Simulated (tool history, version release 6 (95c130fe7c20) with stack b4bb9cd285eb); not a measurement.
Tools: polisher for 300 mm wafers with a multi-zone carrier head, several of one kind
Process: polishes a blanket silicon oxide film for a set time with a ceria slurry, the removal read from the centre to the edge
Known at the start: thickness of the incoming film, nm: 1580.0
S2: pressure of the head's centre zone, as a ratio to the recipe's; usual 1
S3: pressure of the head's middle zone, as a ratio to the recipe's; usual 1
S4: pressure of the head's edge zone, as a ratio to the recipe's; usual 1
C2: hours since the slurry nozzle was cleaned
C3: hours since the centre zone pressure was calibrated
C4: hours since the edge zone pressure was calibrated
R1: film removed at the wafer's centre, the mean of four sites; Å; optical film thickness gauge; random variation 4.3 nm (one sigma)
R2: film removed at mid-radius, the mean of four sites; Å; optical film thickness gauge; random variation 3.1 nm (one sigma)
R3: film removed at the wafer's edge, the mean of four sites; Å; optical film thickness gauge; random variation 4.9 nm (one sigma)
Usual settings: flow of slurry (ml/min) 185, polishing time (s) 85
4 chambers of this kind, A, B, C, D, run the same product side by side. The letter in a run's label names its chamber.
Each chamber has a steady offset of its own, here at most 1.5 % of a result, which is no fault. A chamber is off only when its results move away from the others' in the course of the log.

{"run": "1B", "hour": 8.3, "flow of slurry (ml/min)": 185, "S2": 1, "S3": 1, "S4": 1, "polishing time (s)": 85, "wafers polished on this pad": 1003, "C2": 617.4, "C3": 589.3, "C4": 738.5, "R1": 3810.8, "R2": 3742.4, "R3": 3764.9}
{"hour": 11.1, "done": "chamber D: slurry nozzle cleaned"}
{"run": "2D", "hour": 12.3, "flow of slurry (ml/min)": 185, "S2": 1, "S3": 1, "S4": 1, "polishing time (s)": 85, "wafers polished on this pad": 856, "C2": 1.3, "C3": 372.9, "C4": 372.1, "R1": 3817.3, "R2": 3747, "R3": 3883.9}
{"hour": 18.4, "done": "chamber C: slurry nozzle cleaned"}
{"run": "3C", "hour": 18.6, "flow of slurry (ml/min)": 185, "S2": 1, "S3": 1, "S4": 1, "polishing time (s)": 85, "wafers polished on this pad": 867, "C2": 0.3, "C3": 107.2, "C4": 150.4, "R1": 3758.6, "R2": 3790.4, "R3": 3825.1}
{"run": "4A", "hour": 23.0, "flow of slurry (ml/min)": 185, "S2": 1, "S3": 1, "S4": 1, "polishing time (s)": 85, "wafers polished on this pad": 655, "C2": 520.4, "C3": 165, "C4": 270.5, "R1": 3748.5, "R2": 3740.3, "R3": 3862.6}
{"hour": 26.6, "done": "chamber B: worn pad replaced by a new one"}
{"run": "5A", "hour": 27.4, "flow of slurry (ml/min)": 185, "S2": 1, "S3": 1, "S4": 1, "polishing time (s)": 85, "wafers polished on this pad": 688, "C2": 524.8, "C3": 169.4, "C4": 274.9, "R1": 3797, "R2": 3788.5, "R3": 3862.5}
{"hour": 31.3, "done": "chamber A: worn pad replaced by a new one"}
{"run": "6B", "hour": 35.1, "flow of slurry (ml/min)": 185, "S2": 1, "S3": 1, "S4": 1, "polishing time (s)": 85, "wafers polished on this pad": 64, "C2": 644.2, "C3": 616.1, "C4": 765.3, "R1": 3775.4, "R2": 3746.1, "R3": 3849.4}
{"run": "7C", "hour": 41.2, "flow of slurry (ml/min)": 185, "S2": 1, "S3": 1, "S4": 1, "polishing time (s)": 85, "wafers polished on this pad": 1038, "C2": 22.9, "C3": 129.8, "C4": 173, "R1": 3800.9, "R2": 3777.5, "R3": 3741}
{"run": "8D", "hour": 48.6, "flow of slurry (ml/min)": 185, "S2": 1, "S3": 1, "S4": 1, "polishing time (s)": 85, "wafers polished on this pad": 1130, "C2": 37.6, "C3": 409.2, "C4": 408.4, "R1": 3849.6, "R2": 3798.1, "R3": 3836.3}
{"run": "9A", "hour": 52.6, "flow of slurry (ml/min)": 185, "S2": 1, "S3": 1, "S4": 1, "polishing time (s)": 85, "wafers polished on this pad": 161, "C2": 550, "C3": 194.6, "C4": 300.1, "R1": 3794.7, "R2": 3744.7, "R3": 3772.7}
{"run": "10B", "hour": 61.1, "flow of slurry (ml/min)": 185, "S2": 1, "S3": 1, "S4": 1, "polishing time (s)": 85, "wafers polished on this pad": 260, "C2": 670.2, "C3": 642.1, "C4": 791.3, "R1": 3802.2, "R2": 3755.9, "R3": 3858.8}
{"run": "11C", "hour": 68.7, "flow of slurry (ml/min)": 185, "S2": 1, "S3": 1, "S4": 1, "polishing time (s)": 85, "wafers polished on this pad": 1246, "C2": 50.4, "C3": 157.3, "C4": 200.5, "R1": 3744.6, "R2": 3733.8, "R3": 3816.9}
{"hour": 71.8, "done": "chamber C: worn pad replaced by a new one"}
{"run": "12D", "hour": 74.3, "flow of slurry (ml/min)": 185, "S2": 1, "S3": 0.94, "S4": 0.92, "polishing time (s)": 85, "wafers polished on this pad": 1325, "C2": 63.3, "C3": 434.9, "C4": 434.1, "R1": 3760, "R2": 3558.1, "R3": 3586.8}
{"hour": 80.4, "done": "chamber A: edge zone pressure recalibrated"}
{"run": "13A", "hour": 80.6, "flow of slurry (ml/min)": 185, "S2": 1, "S3": 0.94, "S4": 0.92, "polishing time (s)": 85, "wafers polished on this pad": 372, "C2": 578, "C3": 222.6, "C4": 0.3, "R1": 3741.3, "R2": 3513.2, "R3": 3605}
{"run": "14D", "hour": 86.5, "flow of slurry (ml/min)": 185, "S2": 1, "S3": 0.94, "S4": 0.92, "polishing time (s)": 85, "wafers polished on this pad": 1417, "C2": 75.5, "C3": 447.1, "C4": 446.3, "R1": 3780.3, "R2": 3564.4, "R3": 3636}
{"run": "15B", "hour": 93.5, "flow of slurry (ml/min)": 185, "S2": 1, "S3": 0.94, "S4": 0.92, "polishing time (s)": 85, "wafers polished on this pad": 505, "C2": 702.6, "C3": 674.5, "C4": 823.7, "R1": 3738.2, "R2": 3606.3, "R3": 3644.5}
{"run": "16C", "hour": 98.9, "flow of slurry (ml/min)": 185, "S2": 1, "S3": 1, "S4": 1, "polishing time (s)": 85, "wafers polished on this pad": 204, "C2": 80.6, "C3": 187.5, "C4": 230.7, "R1": 3769, "R2": 3739, "R3": 3769}
{"run": "17A", "hour": 105.2, "flow of slurry (ml/min)": 185, "S2": 1, "S3": 1, "S4": 1, "polishing time (s)": 85, "wafers polished on this pad": 558, "C2": 602.6, "C3": 247.2, "C4": 24.9, "R1": 3836, "R2": 3765.4, "R3": 3824.9}
{"hour": 105.5, "done": "chamber D: centre zone pressure recalibrated"}
{"run": "18D", "hour": 113.4, "flow of slurry (ml/min)": 185, "S2": 1, "S3": 1, "S4": 1, "polishing time (s)": 85, "wafers polished on this pad": 1620, "C2": 102.4, "C3": 7.9, "C4": 473.2, "R1": 3763.8, "R2": 3704.1, "R3": 3752.7}
{"run": "19B", "hour": 119.3, "flow of slurry (ml/min)": 185, "S2": 1, "S3": 1, "S4": 1, "polishing time (s)": 85, "wafers polished on this pad": 700, "C2": 728.4, "C3": 700.3, "C4": 849.5, "R1": 3773.4, "R2": 3818, "R3": 3819}
{"hour": 124.4, "done": "chamber B: slurry nozzle cleaned"}
{"run": "20C", "hour": 127.3, "flow of slurry (ml/min)": 185, "S2": 1, "S3": 1, "S4": 1, "polishing time (s)": 85, "wafers polished on this pad": 419, "C2": 109, "C3": 215.9, "C4": 259.1, "R1": 3778.1, "R2": 3788.9, "R3": 3821.7}
{"run": "21B", "hour": 132.3, "flow of slurry (ml/min)": 185, "S2": 1, "S3": 1, "S4": 1, "polishing time (s)": 85, "wafers polished on this pad": 798, "C2": 8, "C3": 713.3, "C4": 862.5, "R1": 3796.7, "R2": 3833.5, "R3": 3882.3}
{"hour": 135.2, "done": "chamber A: worn pad replaced by a new one"}
{"run": "22D", "hour": 140.6, "flow of slurry (ml/min)": 185, "S2": 1, "S3": 1, "S4": 1, "polishing time (s)": 85, "wafers polished on this pad": 1826, "C2": 129.6, "C3": 35.1, "C4": 500.4, "R1": 3640.9, "R2": 3636.5, "R3": 3749.1}
{"run": "23C", "hour": 144.7, "flow of slurry (ml/min)": 185, "S2": 1, "S3": 1, "S4": 1, "polishing time (s)": 85, "wafers polished on this pad": 550, "C2": 126.4, "C3": 233.3, "C4": 276.5, "R1": 3747.4, "R2": 3713.7, "R3": 3802.3}
{"run": "24A", "hour": 151.2, "flow of slurry (ml/min)": 185, "S2": 1, "S3": 1, "S4": 1, "polishing time (s)": 85, "wafers polished on this pad": 120, "C2": 648.6, "C3": 293.2, "C4": 70.9, "R1": 3791.4, "R2": 3713.5, "R3": 3777.4}
{"run": "25D", "hour": 159.3, "flow of slurry (ml/min)": 185, "S2": 1, "S3": 1, "S4": 1, "polishing time (s)": 85, "wafers polished on this pad": 1967, "C2": 148.3, "C3": 53.8, "C4": 519.1, "R1": 3554.2, "R2": 3612.3, "R3": 3573}
{"run": "26C", "hour": 166.4, "flow of slurry (ml/min)": 185, "S2": 1, "S3": 1, "S4": 1, "polishing time (s)": 85, "wafers polished on this pad": 714, "C2": 148.1, "C3": 255, "C4": 298.2, "R1": 3721.1, "R2": 3800.8, "R3": 3791.2}
{"run": "27B", "hour": 172.0, "flow of slurry (ml/min)": 185, "S2": 1, "S3": 1, "S4": 1, "polishing time (s)": 85, "wafers polished on this pad": 1098, "C2": 47.7, "C3": 753, "C4": 902.2, "R1": 3805.4, "R2": 3803, "R3": 3854.6}
{"run": "28A", "hour": 176.4, "flow of slurry (ml/min)": 185, "S2": 1, "S3": 1, "S4": 1, "polishing time (s)": 85, "wafers polished on this pad": 311, "C2": 673.8, "C3": 318.4, "C4": 96.1, "R1": 3734.4, "R2": 3765.6, "R3": 3799.5}
{"run": "29A", "hour": 182.6, "flow of slurry (ml/min)": 185, "S2": 1, "S3": 1, "S4": 1, "polishing time (s)": 75, "wafers polished on this pad": 358, "C2": 680, "C3": 324.6, "C4": 102.3, "R1": 3383.6, "R2": 3348, "R3": 3358.7}

Next, every chamber runs the same settings. What will each give?
{"run": "30A", "hour": 188.7, "flow of slurry (ml/min)": 185, "S2": 1, "S3": 1, "S4": 1, "polishing time (s)": 98, "R1": "?", "R2": "?", "R3": "?"}
{"run": "30B", "hour": 188.7, "flow of slurry (ml/min)": 185, "S2": 1, "S3": 1, "S4": 1, "polishing time (s)": 98, "R1": "?", "R2": "?", "R3": "?"}
{"run": "30C", "hour": 188.7, "flow of slurry (ml/min)": 185, "S2": 1, "S3": 1, "S4": 1, "polishing time (s)": 98, "R1": "?", "R2": "?", "R3": "?"}
{"run": "30D", "hour": 188.7, "flow of slurry (ml/min)": 185, "S2": 1, "S3": 1, "S4": 1, "polishing time (s)": 98, "R1": "?", "R2": "?", "R3": "?"}

run=30A R1=4295.9 R2=4292.1 R3=4399.5
run=30B R1=4408 R2=4500.6 R3=4547.6
run=30C R1=4347.4 R2=4273.6 R3=4382.2
run=30D R1=4020.6 R2=4102.9 R3=4099.1
